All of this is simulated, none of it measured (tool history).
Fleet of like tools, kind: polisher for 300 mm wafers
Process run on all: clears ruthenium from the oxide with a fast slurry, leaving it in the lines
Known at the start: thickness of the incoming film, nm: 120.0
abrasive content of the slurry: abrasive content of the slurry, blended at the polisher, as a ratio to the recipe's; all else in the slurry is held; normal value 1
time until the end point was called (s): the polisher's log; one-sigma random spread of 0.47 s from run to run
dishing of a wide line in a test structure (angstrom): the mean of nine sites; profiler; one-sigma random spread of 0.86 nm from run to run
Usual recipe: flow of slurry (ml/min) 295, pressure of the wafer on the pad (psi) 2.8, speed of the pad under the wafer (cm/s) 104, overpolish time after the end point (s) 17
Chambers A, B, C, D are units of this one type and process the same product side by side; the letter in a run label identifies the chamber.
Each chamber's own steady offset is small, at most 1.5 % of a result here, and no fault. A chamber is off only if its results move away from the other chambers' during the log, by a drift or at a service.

run   hour  flow of slurry (ml/min)  pressure of the wafer on the pad (psi)  speed of the pad under the wafer (cm/s)  abrasive content of the slurry  overpolish time after the end point (s)  wafers polished on this pad  hours since the slurry nozzle was cleaned  hours since the head pressure was calibrated  hours since the slurry blender was calibrated  time until the end point was called (s)  dishing of a wide line in a test structure (angstrom)
       2.6  -- chamber C: worn pad replaced by a new one
 1B   10.4                      295                                     2.8                                      104                               1                                       17                          809                                      337.4                                          53.1                                           89.7                                    26.47                                                 595.04
      11.9  -- chamber B: worn pad replaced by a new one
 2C   15.9                      295                                     2.8                                      104                               1                                       17                          174                                      474.9                                           335                                          199.4                                   26.953                                                 577.73
        23  -- chamber A: slurry blender recalibrated
 3D   24.5                      295                                     2.8                                      104                               1                                       17                          790                                      493.2                                         150.8                                          236.3                                   27.065                                                 612.41
 4A   29.7                      295                                     2.8                                      104                               1                                       17                          837                                      197.4                                          80.3                                            6.8                                   26.253                                                  589.5
 5D   38.2                      295                                     2.8                                      104                               1                                       21                          970                                      506.9                                         164.5                                            250                                   26.719                                                 723.26
      40.2  -- chamber A: worn pad replaced by a new one
      48.1  -- chamber C: head pressure recalibrated
 6C   49.4                      295                                     2.8                                      104                               1                                       21                          614                                      508.4                                           1.3                                          232.9                                   26.509                                                 716.69
 7B   57.6                      295                                     2.8                                      104                               1                                       21                          600                                      384.6                                         100.3                                          136.9                                   26.714                                                 710.45
 8A   63.2                      295                                     2.8                                      104                               1                                       21                          302                                      230.9                                         113.8                                           40.3                                   26.599                                                 697.41
      63.7  -- chamber C: worn pad replaced by a new one
      65.1  -- chamber D: worn pad replaced by a new one
 9A   70.2                      295                                     2.8                                      104                               1                                       17                          394                                      237.9                                         120.8                                           47.3                                   26.392                                                 596.15
      74.3  -- chamber B: worn pad replaced by a new one
10B   80.9                      295                                     2.8                                      104                               1                                       17                           87                                      407.9                                         123.6                                          160.2                                    27.04                                                 604.55
      86.4  -- chamber D: slurry nozzle cleaned
11C   86.6                      295                                     2.8                                      104                               1                                       17                          301                                      545.6                                          38.5                                          270.1                                   27.818                                                 598.12
12D   97.8                      295                                     2.8                                      104                               1                                       17                          430                                       11.4                                         224.1                                          309.6                                   26.226                                                 581.03
     100.8  -- chamber A: worn pad replaced by a new one
13D  105.5                      295                                     3.5                                      104                               1                                       10                          531                                       19.1                                         231.8                                          317.3                                   21.381                                                 454.74
14A  112.7                      295                                     3.5                                      104                               1                                       10                          157                                      280.4                                         163.3                                           89.8                                    21.52                                                 460.34
     121.6  -- chamber C: worn pad replaced by a new one
15C  121.6                      295                                     3.5                                      104                               1                                       10                            0                                      580.6                                          73.5                                          305.1                                   22.492                                                 443.03
16B  128.2                      295                                     3.5                                      104                               1                                       10                          708                                      455.2                                         170.9                                          207.5                                   21.977                                                 456.85
17D  134.5                      295                                     2.8                                      104                               1                                       17                          911                                       48.1                                         260.8                                          346.3                                   25.949                                                 603.23
     135.2  -- chamber B: worn pad replaced by a new one
18B  143.6                      295                                     2.8                                      104                               1                                       17                          111                                      470.6                                         186.3                                          222.9                                    27.24                                                 592.51
19C  149.1                      295                                     2.8                                      104                               1                                       17                          361                                      608.1                                           101                                          332.6                                   28.319                                                 566.92
20A  160.2                      295                                     2.8                                      104                               1                                       17                          781                                      327.9                                         210.8                                          137.3                                   26.406                                                  582.3
     163.6  -- chamber A: worn pad replaced by a new one
     164.3  -- chamber D: slurry blender recalibrated
21B  170.4                      295                                     2.8                                      104                               1                                       17                          463                                      497.4                                         213.1                                          249.7                                   27.755                                                 594.93
     173.6  -- chamber C: worn pad replaced by a new one
22C  175.7                      295                                     2.8                                      104                               1                                       17                           27                                      634.7                                         127.6                                          359.2                                   28.321                                                 573.11
       177  -- chamber D: worn pad replaced by a new one
23D  180.8                      295                                     2.8                                      104                               1                                       17                           50                                       94.4                                         307.1                                           16.6                                   26.282                                                 592.15
     188.5  -- chamber D: head pressure recalibrated
24A  189.4                      295                                     2.8                                      104                               1                                       17                          339                                      357.1                                           240                                          166.5                                   27.217                                                 594.56
     192.2  -- chamber B: worn pad replaced by a new one
     194.1  -- chamber B: slurry nozzle cleaned
25D  196.3                      295                                     2.8                                      104                               1                                       17                          253                                      109.9                                           7.9                                           32.1                                   26.427                                                 608.25
26B  202.3                      295                                     2.8                                      104                               1                                       17                          132                                        8.3                                           245                                          281.6                                   27.897                                                 598.48
27C  212.3                      295                                     2.8                                      104                               1                                       17                          508                                      671.3                                         164.2                                          395.8                                   29.577                                                 553.27
       219  -- chamber B: slurry blender recalibrated
28A    221                      295                                     2.8                                      104                               1                                       17                          754                                      388.7                                         271.6                                          198.1                                   26.918                                                 603.18
29A  228.2                      295                                     2.8                                      104                               1                                       17                          848                                      395.9                                         278.8                                          205.3                                   26.854                                                 598.51
     234.2  -- chamber A: worn pad replaced by a new one
     234.6  -- chamber C: worn pad replaced by a new one
30C  237.7                      295                                     2.8                                      104                               1                                       17                           41                                      696.7                                         189.6                                          421.2                                   30.167                                                 554.66
     245.8  -- chamber B: worn pad replaced by a new one
31D  248.5                      295                                     2.8                                      104                               1                                       17                          939                                      162.1                                          60.1                                           84.3                                   25.936                                                 609.48
     251.5  -- chamber B: head pressure recalibrated
32B    258                      295                                     2.8                                      104                               1                                       17                          161                                         64                                           6.6                                             39                                   26.425                                                 586.09
33B  263.8                      295                                     2.8                                      104                               1                                       17                          237                                       69.8                                          12.4                                           44.8                                   27.152                                                 593.17
34C  270.4                      295                                     2.8                                      104                               1                                       17                          470                                      729.4                                         222.3                                          453.9                                   29.942                                                 539.45
     279.6  -- chamber A: slurry blender recalibrated
35A  281.3                      295                                     2.8                                      104                               1                                       17                          619                                        449                                         331.9                                            1.7                                   26.315                                                 571.31
     281.5  -- chamber D: worn pad replaced by a new one
36D  288.2                      295                                     2.8                                      104                               1                                       17                           89                                      201.8                                          99.8                                            124                                   26.021                                                 602.15

Which is it: a chamber that has drifted or been left off by a service, a gauge drift common to all chambers, or only each chamber's usual small offset? If a chamber is off, name it and its likeliest cause.

One chamber, C, drifts off from the rest bit by bit.
Most likely cause: abrasive missing from the slurry, % = 25.5.
With only this log, it may be confused with: head's pressure below its setpoint, %.

Chamber C could run next with any of the 4 candidate recipes listed below; each alters the usual settings, and their results appear as question marks. Which one brings its results back in line with what the other chambers deliver on the usual settings?
Maximum distance from the other chambers' mean on the usual settings for a result to count as in line: time until the end point was called (s) 1.7; dishing of a wide line in a test structure (angstrom) 30
37C-1  296.5                      295                                     2.6                                       98                               1                                       17                                                                                                                                                                                                             ?                                                      ?
37C-2  296.5                      295                                       3                                      110                               1                                       17                                                                                                                                                                                                             ?                                                      ?
37C-3  296.5                      295                                     2.8                                      106                               1                                       17                                                                                                                                                                                                             ?                                                      ?
37C-4  296.5                      295                                     2.8                                      102                               1                                       17                                                                                                                                                                                                             ?                                                      ?

Average result of the remaining chambers running the usual settings: time until the end point was called (s) 26.725; dishing of a wide line in a test structure (angstrom) 594.13
  run  time until the end point was called (s)  dishing of a wide line in a test structure (angstrom)
37C-1                                   35.386                                                 472.65
37C-2                                   27.295                                                  592.4
37C-3                                   30.354                                                 540.66
37C-4                                   31.562                                                 522.61
37C-2 brings the chamber back in line.
